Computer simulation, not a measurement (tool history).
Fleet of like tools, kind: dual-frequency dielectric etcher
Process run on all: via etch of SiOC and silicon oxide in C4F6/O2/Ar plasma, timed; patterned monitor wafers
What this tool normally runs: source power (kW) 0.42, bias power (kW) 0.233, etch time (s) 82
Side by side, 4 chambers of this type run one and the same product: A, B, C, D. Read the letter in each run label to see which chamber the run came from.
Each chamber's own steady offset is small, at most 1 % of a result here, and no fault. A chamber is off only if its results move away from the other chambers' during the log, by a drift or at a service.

run	day	source power (kW)	bias power (kW)	etch time (s)	read-back reference wafer on the same gauge, depth_nm	mean etch depth across the wafer (angstrom)
1D	0.154	0.42	0.233	82	102.02	1030
2B	0.4	0.42	0.233	82	102.01	1021.2
3A	0.55	0.42	0.233	82	102.05	1023.9
4C	0.838	0.42	0.233	82	101.93	1026.8
5A	1.1	0.42	0.233	82	101.91	1020.1
6B	1.383	0.42	0.233	82	102.02	1019.5
# day 1.558: chamber A: bias power generator calibrated
7D	1.633	0.42	0.233	82	101.97	1024.1
8C	1.825	0.42	0.233	82	101.8	1037.8
9A	2.021	0.35	0.181	82	102.17	875.32
# day 2.217: chamber B: wet clean of the chamber
10C	2.233	0.35	0.181	82	102.04	891.47
11B	2.562	0.35	0.181	82	102.02	870.41
# day 2.642: chamber C: source power generator calibrated
12D	2.738	0.35	0.181	82	101.86	881.71
# day 2.917: chamber C: wet clean of the chamber
13A	3.017	0.42	0.233	82	102.12	1011.5
14D	3.304	0.42	0.199	82	102.01	982.06
15B	3.508	0.42	0.199	82	101.98	973.17
16C	3.654	0.42	0.199	82	101.87	984.72
17D	3.921	0.42	0.199	82	102.01	983.36
18A	4.208	0.42	0.233	69.5	102.04	855.6
19C	4.467	0.42	0.233	69.5	102.07	884.04
20B	4.617	0.42	0.233	69.5	101.93	872.22
21C	4.921	0.42	0.233	69.5	102.08	883.07
22D	5.096	0.42	0.233	82	101.97	1027.1
23B	5.379	0.42	0.233	82	102.02	1025.9
24A	5.679	0.42	0.233	82	101.95	1020.6
25C	5.946	0.42	0.233	82	101.94	1036.1
26B	6.158	0.42	0.233	82	101.87	1041.6
27A	6.433	0.42	0.233	82	102.06	1030.5
28D	6.675	0.42	0.233	82	102.05	1032.6
29D	6.996	0.34	0.233	68	102.01	787.54
30A	7.171	0.34	0.233	68	101.96	776.68
31B	7.488	0.34	0.233	68	101.99	789.21

Predict what each chamber gives when all 4 of them run the settings below next.
32A	7.721	0.42	0.233	82		?
32B	7.721	0.42	0.233	82		?
32C	7.721	0.42	0.233	82		?
32D	7.721	0.42	0.233	82		?

run	mean etch depth across the wafer (angstrom)
32A	1024.3
32B	1039.4
32C	1029.2
32D	1024.9
